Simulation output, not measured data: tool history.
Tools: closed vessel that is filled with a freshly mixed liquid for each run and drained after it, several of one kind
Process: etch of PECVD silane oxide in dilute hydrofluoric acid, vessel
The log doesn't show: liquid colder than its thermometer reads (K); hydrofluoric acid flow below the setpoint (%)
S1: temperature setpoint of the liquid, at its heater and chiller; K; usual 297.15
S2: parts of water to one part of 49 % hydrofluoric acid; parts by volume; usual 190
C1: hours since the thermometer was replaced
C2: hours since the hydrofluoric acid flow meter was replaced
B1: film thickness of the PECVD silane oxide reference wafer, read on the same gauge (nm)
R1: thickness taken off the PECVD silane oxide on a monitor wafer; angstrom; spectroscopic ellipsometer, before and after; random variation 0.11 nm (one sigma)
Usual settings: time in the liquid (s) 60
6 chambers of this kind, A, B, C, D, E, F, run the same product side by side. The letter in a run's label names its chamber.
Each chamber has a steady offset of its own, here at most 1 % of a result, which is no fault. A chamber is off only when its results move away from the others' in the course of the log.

run 1A day=0.467 | S1=297.15 S2=190 time_in_the_liquid_(s)=60 | C1=617.5 C2=2128.5 | B1=49.997 | R1=143.50
run 2B day=1.000 | S1=297.15 S2=190 time_in_the_liquid_(s)=60 | C1=299.9 C2=426.5 | B1=49.967 | R1=142.46
run 3E day=1.383 | S1=297.15 S2=190 time_in_the_liquid_(s)=60 | C1=409.4 C2=266.6 | B1=49.999 | R1=142.86
run 4C day=1.921 | S1=297.15 S2=190 time_in_the_liquid_(s)=60 | C1=1768.4 C2=691.1 | B1=49.994 | R1=142.92
run 5D day=2.221 | S1=297.15 S2=190 time_in_the_liquid_(s)=60 | C1=1711.7 C2=245.6 | B1=50.012 | R1=141.27
run 6F day=2.554 | S1=297.15 S2=190 time_in_the_liquid_(s)=60 | C1=329.9 C2=1060.8 | B1=50.005 | R1=142.55
run 7B day=2.996 | S1=297.15 S2=190 time_in_the_liquid_(s)=60 | C1=347.8 C2=474.4 | B1=50.007 | R1=140.62
run 8D day=3.400 | S1=297.15 S2=190 time_in_the_liquid_(s)=60 | C1=1740.0 C2=273.9 | B1=50.009 | R1=143.02
run 9A day=3.942 | S1=297.15 S2=190 time_in_the_liquid_(s)=60 | C1=700.9 C2=2211.9 | B1=50.001 | R1=142.95
-- day=4.146 chamber A: hydrofluoric acid flow meter replaced
run 10F day=4.250 | S1=297.15 S2=190 time_in_the_liquid_(s)=60 | C1=370.6 C2=1101.5 | B1=50.015 | R1=141.89
run 11C day=4.529 | S1=297.15 S2=190 time_in_the_liquid_(s)=60 | C1=1831.0 C2=753.7 | B1=50.029 | R1=140.67
run 12E day=4.950 | S1=300.65 S2=190 time_in_the_liquid_(s)=60 | C1=495.0 C2=352.2 | B1=50.015 | R1=163.06
run 13B day=5.479 | S1=300.65 S2=190 time_in_the_liquid_(s)=60 | C1=407.4 C2=534.0 | B1=49.996 | R1=160.09
run 14C day=5.888 | S1=300.65 S2=190 time_in_the_liquid_(s)=60 | C1=1863.6 C2=786.3 | B1=50.008 | R1=157.69
run 15E day=6.421 | S1=300.65 S2=190 time_in_the_liquid_(s)=60 | C1=530.3 C2=387.5 | B1=49.985 | R1=161.75
run 16D day=6.925 | S1=300.65 S2=190 time_in_the_liquid_(s)=60 | C1=1824.6 C2=358.5 | B1=49.981 | R1=160.20
run 17F day=7.350 | S1=300.65 S2=190 time_in_the_liquid_(s)=60 | C1=445.0 C2=1175.9 | B1=49.966 | R1=162.68
run 18A day=7.688 | S1=297.15 S2=190 time_in_the_liquid_(s)=60 | C1=790.8 C2=85.1 | B1=49.965 | R1=143.62
run 19B day=8.117 | S1=297.15 S2=190 time_in_the_liquid_(s)=60 | C1=470.7 C2=597.3 | B1=49.992 | R1=139.27
run 20C day=8.654 | S1=297.15 S2=190 time_in_the_liquid_(s)=60 | C1=1930.0 C2=852.7 | B1=50.001 | R1=144.44
run 21F day=9.129 | S1=297.15 S2=190 time_in_the_liquid_(s)=60 | C1=487.7 C2=1218.6 | B1=50.036 | R1=142.16
run 22A day=9.525 | S1=297.15 S2=190 time_in_the_liquid_(s)=60 | C1=834.9 C2=129.2 | B1=50.015 | R1=140.00
run 23D day=9.917 | S1=297.15 S2=190 time_in_the_liquid_(s)=60 | C1=1896.4 C2=430.3 | B1=50.021 | R1=140.39
run 24E day=10.292 | S1=297.15 S2=190 time_in_the_liquid_(s)=60 | C1=623.2 C2=480.4 | B1=49.979 | R1=143.13
run 25A day=10.829 | S1=294.65 S2=125 time_in_the_liquid_(s)=60 | C1=866.2 C2=160.5 | B1=49.988 | R1=211.31
run 26D day=11.308 | S1=294.65 S2=125 time_in_the_liquid_(s)=60 | C1=1929.8 C2=463.7 | B1=49.997 | R1=209.56
-- day=11.667 chamber C: hydrofluoric acid flow meter replaced
run 27E day=11.879 | S1=294.65 S2=125 time_in_the_liquid_(s)=60 | C1=661.3 C2=518.5 | B1=50.009 | R1=215.08
run 28B day=12.171 | S1=294.65 S2=125 time_in_the_liquid_(s)=60 | C1=568.0 C2=694.6 | B1=49.964 | R1=204.42
-- day=12.354 chamber E: hydrofluoric acid flow meter replaced
run 29F day=12.454 | S1=294.65 S2=125 time_in_the_liquid_(s)=60 | C1=567.5 C2=1298.4 | B1=50.000 | R1=213.36
run 30C day=12.992 | S1=294.65 S2=125 time_in_the_liquid_(s)=60 | C1=2034.1 C2=31.9 | B1=50.023 | R1=211.40
run 31A day=13.362 | S1=297.15 S2=190 time_in_the_liquid_(s)=60 | C1=927.0 C2=221.3 | B1=50.017 | R1=141.45
run 32F day=13.838 | S1=297.15 S2=190 time_in_the_liquid_(s)=60 | C1=600.7 C2=1331.6 | B1=50.006 | R1=141.66
run 33B day=14.296 | S1=297.15 S2=190 time_in_the_liquid_(s)=60 | C1=619.0 C2=745.6 | B1=49.993 | R1=137.40
run 34E day=14.808 | S1=297.15 S2=190 time_in_the_liquid_(s)=60 | C1=731.6 C2=58.9 | B1=50.017 | R1=142.88
run 35C day=15.250 | S1=297.15 S2=190 time_in_the_liquid_(s)=60 | C1=2088.3 C2=86.1 | B1=49.992 | R1=139.01
run 36D day=15.633 | S1=293.65 S2=190 time_in_the_liquid_(s)=60 | C1=2033.6 C2=567.5 | B1=49.996 | R1=121.17
run 37F day=16.021 | S1=293.65 S2=190 time_in_the_liquid_(s)=60 | C1=653.1 C2=1384.0 | B1=50.025 | R1=122.97
run 38E day=16.267 | S1=293.65 S2=190 time_in_the_liquid_(s)=60 | C1=766.6 C2=93.9 | B1=50.014 | R1=124.79
run 39A day=16.571 | S1=293.65 S2=190 time_in_the_liquid_(s)=60 | C1=1004.0 C2=298.3 | B1=49.973 | R1=124.09
run 40D day=17.038 | S1=293.65 S2=190 time_in_the_liquid_(s)=60 | C1=2067.3 C2=601.2 | B1=50.042 | R1=124.45
run 41C day=17.321 | S1=293.65 S2=190 time_in_the_liquid_(s)=60 | C1=2138.0 C2=135.8 | B1=49.978 | R1=123.64
run 42B day=17.692 | S1=301.65 S2=270 time_in_the_liquid_(s)=60 | C1=700.5 C2=827.1 | B1=49.980 | R1=100.39

Next, every chamber runs the same settings. What will each give?
run 43A day=18.100 | S1=297.15 S2=155 time_in_the_liquid_(s)=60 | R1=?
run 43B day=18.100 | S1=297.15 S2=155 time_in_the_liquid_(s)=60 | R1=?
run 43C day=18.100 | S1=297.15 S2=155 time_in_the_liquid_(s)=60 | R1=?
run 43D day=18.100 | S1=297.15 S2=155 time_in_the_liquid_(s)=60 | R1=?
run 43E day=18.100 | S1=297.15 S2=155 time_in_the_liquid_(s)=60 | R1=?
run 43F day=18.100 | S1=297.15 S2=155 time_in_the_liquid_(s)=60 | R1=?

run=43A R1=179.81
run=43B R1=169.93
run=43C R1=179.60
run=43D R1=183.41
run=43E R1=179.68
run=43F R1=182.79
